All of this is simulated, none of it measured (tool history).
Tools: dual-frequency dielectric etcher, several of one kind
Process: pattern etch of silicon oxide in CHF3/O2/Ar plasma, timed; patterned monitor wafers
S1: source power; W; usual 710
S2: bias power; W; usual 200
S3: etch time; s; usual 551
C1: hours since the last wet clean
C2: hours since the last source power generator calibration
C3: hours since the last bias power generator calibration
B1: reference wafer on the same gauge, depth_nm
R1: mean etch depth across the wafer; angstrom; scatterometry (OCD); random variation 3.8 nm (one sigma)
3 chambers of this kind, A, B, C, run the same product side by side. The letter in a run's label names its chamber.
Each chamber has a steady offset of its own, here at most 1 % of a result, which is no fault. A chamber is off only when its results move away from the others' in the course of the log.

| run | day | S1 | S2 | S3 | C1 | C2 | C3 | B1 | R1 |
|---|---|---|---|---|---|---|---|---|---|
| 1B | 0.383 | 710 | 200 | 551 | 302 | 1725.7 | 850.8 | 1239.8 | 11934 |
| 2A | 0.833 | 710 | 200 | 551 | 397.4 | 497 | 827.5 | 1239.9 | 11918 |
| 3C | 1.25 | 710 | 200 | 551 | 173 | 503.2 | 1904.7 | 1240.1 | 12098 |
| 4A | 1.771 | 710 | 200 | 551 | 419.9 | 519.5 | 850 | 1239.3 | 12064 |
| 5B | 2.179 | 710 | 200 | 551 | 345.1 | 1768.8 | 893.9 | 1239.7 | 11955 |
| 6C | 2.5 | 710 | 200 | 551 | 203 | 533.2 | 1934.7 | 1240.9 | 12116 |
| 7B | 2.912 | 710 | 200 | 551 | 362.7 | 1786.4 | 911.5 | 1240.4 | 11948 |
| 8C | 3.317 | 710 | 200 | 551 | 222.6 | 552.8 | 1954.3 | 1239 | 12068 |
| 9A | 3.842 | 710 | 200 | 551 | 469.6 | 569.2 | 899.7 | 1239.8 | 11966 |
| 10A | 4.283 | 640 | 200 | 551 | 480.2 | 579.8 | 910.3 | 1241.1 | 11548 |
| 11C | 4.579 | 640 | 200 | 551 | 252.9 | 583.1 | 1984.6 | 1240.6 | 11599 |
| 12B | 5.004 | 640 | 200 | 551 | 412.9 | 1836.6 | 961.7 | 1239.9 | 11556 |
|  | 5.312 | chamber B: source power generator calibrated |
| 13C | 5.454 | 710 | 200 | 551 | 273.9 | 604.1 | 2005.6 | 1240.5 | 12040 |
| 14A | 5.888 | 710 | 200 | 551 | 518.7 | 618.3 | 948.8 | 1240.6 | 11997 |
| 15B | 6.238 | 710 | 200 | 551 | 442.5 | 22.3 | 991.3 | 1239.3 | 11961 |
| 16C | 6.704 | 870 | 200 | 485 | 303.9 | 634.1 | 2035.6 | 1240.1 | 11511 |
|  | 7.012 | chamber A: wet clean of the chamber |
| 17B | 7.067 | 870 | 200 | 485 | 462.4 | 42.2 | 1011.2 | 1239.7 | 11423 |
| 18A | 7.454 | 870 | 200 | 485 | 10.7 | 655.9 | 986.4 | 1239.8 | 11487 |
| 19B | 7.775 | 710 | 200 | 551 | 479.4 | 59.2 | 1028.2 | 1239.7 | 11997 |
|  | 7.975 | chamber C: bias power generator calibrated |
| 20A | 8.021 | 710 | 200 | 551 | 24.3 | 669.5 | 1000 | 1240.4 | 12031 |
| 21C | 8.321 | 710 | 200 | 551 | 342.7 | 672.9 | 8.4 | 1240.4 | 12059 |
| 22B | 8.767 | 710 | 200 | 551 | 503.2 | 83 | 1052 | 1239.9 | 11941 |
| 23C | 9.088 | 710 | 200 | 551 | 361.1 | 691.3 | 26.8 | 1240.2 | 12143 |
| 24A | 9.558 | 710 | 200 | 551 | 61.2 | 706.4 | 1036.9 | 1240 | 11990 |
| 25A | 10.092 | 710 | 200 | 551 | 74 | 719.2 | 1049.7 | 1239.8 | 12000 |
| 26C | 10.388 | 600 | 236 | 551 | 392.3 | 722.5 | 58 | 1239.8 | 11985 |

Next, every chamber runs the same settings. What will each give?
| 27A | 10.775 | 710 | 200 | 712 |  |  |  |  | ? |
| 27B | 10.775 | 710 | 200 | 712 |  |  |  |  | ? |
| 27C | 10.775 | 710 | 200 | 712 |  |  |  |  | ? |

| run | R1 |
|---|---|
| 27A | 15501 |
| 27B | 15486 |
| 27C | 15598 |

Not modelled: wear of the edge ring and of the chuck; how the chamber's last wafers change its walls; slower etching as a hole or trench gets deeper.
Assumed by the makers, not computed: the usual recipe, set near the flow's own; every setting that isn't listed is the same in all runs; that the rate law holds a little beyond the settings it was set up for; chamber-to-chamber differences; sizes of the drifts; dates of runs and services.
